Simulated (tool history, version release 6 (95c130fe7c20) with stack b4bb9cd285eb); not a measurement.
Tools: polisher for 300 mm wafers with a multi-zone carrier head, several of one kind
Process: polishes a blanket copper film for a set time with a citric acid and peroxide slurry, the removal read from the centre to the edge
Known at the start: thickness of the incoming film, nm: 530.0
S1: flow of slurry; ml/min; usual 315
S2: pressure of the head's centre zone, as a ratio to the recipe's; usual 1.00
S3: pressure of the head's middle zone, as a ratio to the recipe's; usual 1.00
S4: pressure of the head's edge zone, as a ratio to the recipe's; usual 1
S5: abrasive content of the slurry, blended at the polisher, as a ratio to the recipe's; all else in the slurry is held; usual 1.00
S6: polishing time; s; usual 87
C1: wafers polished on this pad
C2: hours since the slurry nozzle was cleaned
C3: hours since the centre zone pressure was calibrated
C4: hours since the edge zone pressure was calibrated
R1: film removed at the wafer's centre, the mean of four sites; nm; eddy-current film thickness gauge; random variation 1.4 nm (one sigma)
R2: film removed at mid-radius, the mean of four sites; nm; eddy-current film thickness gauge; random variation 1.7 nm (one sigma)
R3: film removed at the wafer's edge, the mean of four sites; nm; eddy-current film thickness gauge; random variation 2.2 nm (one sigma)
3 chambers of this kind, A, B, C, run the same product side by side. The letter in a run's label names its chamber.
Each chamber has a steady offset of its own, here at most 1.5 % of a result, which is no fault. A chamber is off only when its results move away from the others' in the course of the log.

Run 1B, hour 6.3: usual settings; C1 841; C2 202.5; C3 601.0; C4 149.0. Result: R1 151.37 nm, R2 153.24 nm, R3 150.45 nm.
At hour 10.3: chamber B: worn pad replaced by a new one.
At hour 11.7: chamber C: worn pad replaced by a new one.
Run 2C, hour 13.8: usual settings; C1 13; C2 35.1; C3 233.0; C4 744.1. Result: R1 155.45 nm, R2 153.17 nm, R3 153.10 nm.
Run 3A, hour 25.0: usual settings; C1 319; C2 77.3; C3 515.6; C4 523.8. Result: R1 153.40 nm, R2 152.09 nm, R3 152.25 nm.
Run 4B, hour 32.5: usual settings; C1 136; C2 228.7; C3 627.2; C4 175.2. Result: R1 150.46 nm, R2 153.51 nm, R3 154.03 nm.
Run 5A, hour 46.2: usual settings; C1 450; C2 98.5; C3 536.8; C4 545.0. Result: R1 152.89 nm, R2 151.53 nm, R3 152.04 nm.
Run 6C, hour 54.8: usual settings; C1 265; C2 76.1; C3 274.0; C4 785.1. Result: R1 152.33 nm, R2 152.80 nm, R3 157.24 nm.
Run 7B, hour 67.0: usual settings; C1 348; C2 263.2; C3 661.7; C4 209.7. Result: R1 150.70 nm, R2 153.12 nm, R3 148.89 nm.
Run 8A, hour 79.3: usual settings; C1 653; C2 131.6; C3 569.9; C4 578.1. Result: R1 153.31 nm, R2 150.98 nm, R3 153.67 nm.
At hour 83.5: chamber A: worn pad replaced by a new one.
Run 9C, hour 93.4: usual settings; C1 502; C2 114.7; C3 312.6; C4 823.7. Result: R1 150.53 nm, R2 150.31 nm, R3 152.92 nm.
Run 10C, hour 105.7: usual settings; C1 577; C2 127.0; C3 324.9; C4 836.0. Result: R1 153.27 nm, R2 156.27 nm, R3 153.36 nm.
At hour 109.8: chamber C: worn pad replaced by a new one.
Run 11A, hour 114.5: usual settings; C1 190; C2 166.8; C3 605.1; C4 613.3. Result: R1 155.10 nm, R2 151.63 nm, R3 152.36 nm.
Run 12B, hour 125.5: usual settings but S6 75 s; C1 707; C2 321.7; C3 720.2; C4 268.2. Result: R1 129.78 nm, R2 129.00 nm, R3 129.58 nm.
Run 13C, hour 137.2: usual settings but S6 75 s; C1 168; C2 158.5; C3 356.4; C4 867.5. Result: R1 133.68 nm, R2 131.59 nm, R3 132.20 nm.
Run 14A, hour 149.4: usual settings but S6 75 s; C1 405; C2 201.7; C3 640.0; C4 648.2. Result: R1 133.61 nm, R2 132.23 nm, R3 131.86 nm.
Run 15B, hour 157.7: usual settings but S2 1.12, S3 1.08; C1 905; C2 353.9; C3 752.4; C4 300.4. Result: R1 168.56 nm, R2 162.14 nm, R3 151.65 nm.
At hour 160.8: chamber B: worn pad replaced by a new one.
Run 16A, hour 164.0: usual settings but S2 1.12, S3 1.08; C1 494; C2 216.3; C3 654.6; C4 662.8. Result: R1 172.60 nm, R2 164.79 nm, R3 151.54 nm.
Run 17B, hour 171.4: usual settings but S2 1.12, S3 1.08; C1 65; C2 367.6; C3 766.1; C4 314.1. Result: R1 168.57 nm, R2 166.54 nm, R3 151.80 nm.
Run 18C, hour 180.7: usual settings but S1 395 ml/min, S6 112 s; C1 436; C2 202.0; C3 399.9; C4 911.0. Result: R1 197.55 nm, R2 199.23 nm, R3 205.77 nm.
At hour 185.6: chamber C: centre zone pressure recalibrated.
At hour 186.4: chamber A: worn pad replaced by a new one.
Run 19B, hour 194.3: usual settings but S1 395 ml/min, S6 112 s; C1 206; C2 390.5; C3 789.0; C4 337.0. Result: R1 200.06 nm, R2 201.92 nm, R3 197.13 nm.
Run 20C, hour 208.2: usual settings but S1 395 ml/min, S6 112 s; C1 605; C2 229.5; C3 22.7; C4 938.5. Result: R1 201.83 nm, R2 200.32 nm, R3 194.49 nm.
At hour 209.1: chamber C: worn pad replaced by a new one.
Run 21A, hour 218.5: usual settings; C1 197; C2 270.8; C3 709.1; C4 717.3. Result: R1 154.76 nm, R2 150.47 nm, R3 154.56 nm.
Run 22C, hour 225.4: usual settings but S5 0.75; C1 100; C2 246.7; C3 39.9; C4 955.7. Result: R1 143.10 nm, R2 144.91 nm, R3 146.64 nm.
Run 23B, hour 235.6: usual settings but S5 0.75; C1 460; C2 431.8; C3 830.3; C4 378.3. Result: R1 143.64 nm, R2 143.45 nm, R3 141.33 nm.
Run 24A, hour 243.7: usual settings but S5 0.75; C1 352; C2 296.0; C3 734.3; C4 742.5. Result: R1 144.34 nm, R2 141.22 nm, R3 138.76 nm.
At hour 246.3: chamber A: centre zone pressure recalibrated.
Run 25A, hour 255.5: usual settings; C1 424; C2 307.8; C3 9.2; C4 754.3. Result: R1 152.76 nm, R2 150.51 nm, R3 152.21 nm.

What goes on in this fleet: one chamber off, a drifting gauge, or nothing beyond the chambers' own small offsets? Name the chamber and the cause, if any.

No chamber stands off beyond its own small offset, and the gauge holds steady.

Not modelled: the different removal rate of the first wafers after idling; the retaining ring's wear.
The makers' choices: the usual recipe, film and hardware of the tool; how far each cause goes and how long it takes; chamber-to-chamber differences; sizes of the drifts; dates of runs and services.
